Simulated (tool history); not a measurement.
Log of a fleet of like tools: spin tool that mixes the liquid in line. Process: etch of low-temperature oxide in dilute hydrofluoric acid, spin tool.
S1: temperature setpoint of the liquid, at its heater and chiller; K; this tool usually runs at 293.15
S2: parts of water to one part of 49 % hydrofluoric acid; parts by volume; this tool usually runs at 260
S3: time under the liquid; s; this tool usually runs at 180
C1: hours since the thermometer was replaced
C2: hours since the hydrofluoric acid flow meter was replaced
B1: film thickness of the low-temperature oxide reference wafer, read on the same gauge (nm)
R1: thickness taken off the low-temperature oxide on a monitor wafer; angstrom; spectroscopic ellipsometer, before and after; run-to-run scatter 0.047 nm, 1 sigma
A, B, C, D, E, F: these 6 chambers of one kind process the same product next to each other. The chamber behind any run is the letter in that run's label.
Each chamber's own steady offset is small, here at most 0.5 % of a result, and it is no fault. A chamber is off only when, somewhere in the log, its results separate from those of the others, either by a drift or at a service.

run   hour      S1   S2   S3      C1      C2      B1      R1
 1B      6  293.15  260  180   779.3   397.7  69.986     109
 2A   12.3  293.15  260  180  1525.6   282.2  70.003  108.85
 3E     19  293.15  260  180   121.6    1164  69.991   108.6
      23.7  -- chamber B: thermometer replaced
 4F   28.4  293.15  260  180    1173  1480.6  69.987  107.55
 5C     36  293.15  260  180  1261.2  1129.3  70.008  108.26
 6D   47.1  293.15  260  180  1075.5   482.7  70.008  108.78
 7A     55  296.65  260  180  1568.3   324.9  69.998  122.28
 8C   61.1  296.65  260  180  1286.3  1154.4  70.004  123.83
 9E   71.8  296.65  260  180   174.4  1216.8  70.016  122.68
      76.4  -- chamber B: hydrofluoric acid flow meter replaced
10D   82.2  296.65  260  180  1110.6   517.8      70  124.06
11F   95.5  296.65  260  180  1240.1  1547.7      70  122.93
12B  102.3  296.65  260  180    78.6      26  69.973  123.31
13E  112.3  293.15  150  225   214.9  1257.3  69.975  258.38
14A  118.2  293.15  150  225  1631.5   388.1  69.995  257.15
15D  131.6  293.15  150  225    1160   567.2  69.982  262.82
16C    138  293.15  150  225  1363.2  1231.3  69.998   259.6
17F    144  293.15  150  225  1288.6  1596.2  70.013  259.66
18B  151.2  293.15  150  225   127.5    74.9  69.999  262.59
19E  159.6  293.15  260  180   262.2  1304.6  70.024  108.12
20F  165.5  293.15  260  180  1310.1  1617.7  70.011  108.17
21D  173.5  293.15  260  180  1201.9   609.1  69.973  107.71
22A    183  293.15  260  180  1696.3   452.9   70.02  108.29
23B  194.7  293.15  260  180     171   118.4  70.031  108.18
24C    207  293.15  260  180  1432.2  1300.3  70.003  108.59
25F  215.9  293.15  260  180  1360.5  1668.1  70.007  106.93
26A  228.8  295.15  260  240  1742.1   498.7  70.001  155.38
27C  240.7  295.15  260  240  1465.9    1334  69.986  154.89
28E  253.5  295.15  260  240   356.1  1398.5  70.018  155.33
29D  260.5  295.15  260  240  1288.9   696.1  70.002  155.18
30B    267  295.15  260  240   243.3   190.7  69.989  154.66
31E  280.4  295.15  260  240     383  1425.4  69.987  153.83
32F  289.9  293.15  260  180  1434.5  1742.1   69.99  107.51
33D    297  293.15  260  180  1325.4   732.6  70.005  108.25
34A  308.3  293.15  260  180  1821.6   578.2  69.999  107.38
35C  314.5  293.15  260  180  1539.7  1407.8  70.016   108.2
36B  321.4  293.15  260  180   297.7   245.1  69.995   108.9
37C  330.1  293.15  260  180  1555.3  1423.4  70.011  108.26
38A  338.1  293.15  260  180  1851.4     608  69.998  107.83
39B  345.2  293.15  260  180   321.5   268.9      70  108.85
40D  353.7  293.15  260  180  1382.1   789.3  70.022   108.8
41E  359.6  293.15  260  180   462.2  1504.6  70.003   107.9

Is one chamber off against the others, does the gauge drift, or is nothing wrong? If a chamber is off, say which, and what the likeliest cause is.

Neither any chamber nor the gauge drifts; the chambers differ only by their own small, steady offsets.

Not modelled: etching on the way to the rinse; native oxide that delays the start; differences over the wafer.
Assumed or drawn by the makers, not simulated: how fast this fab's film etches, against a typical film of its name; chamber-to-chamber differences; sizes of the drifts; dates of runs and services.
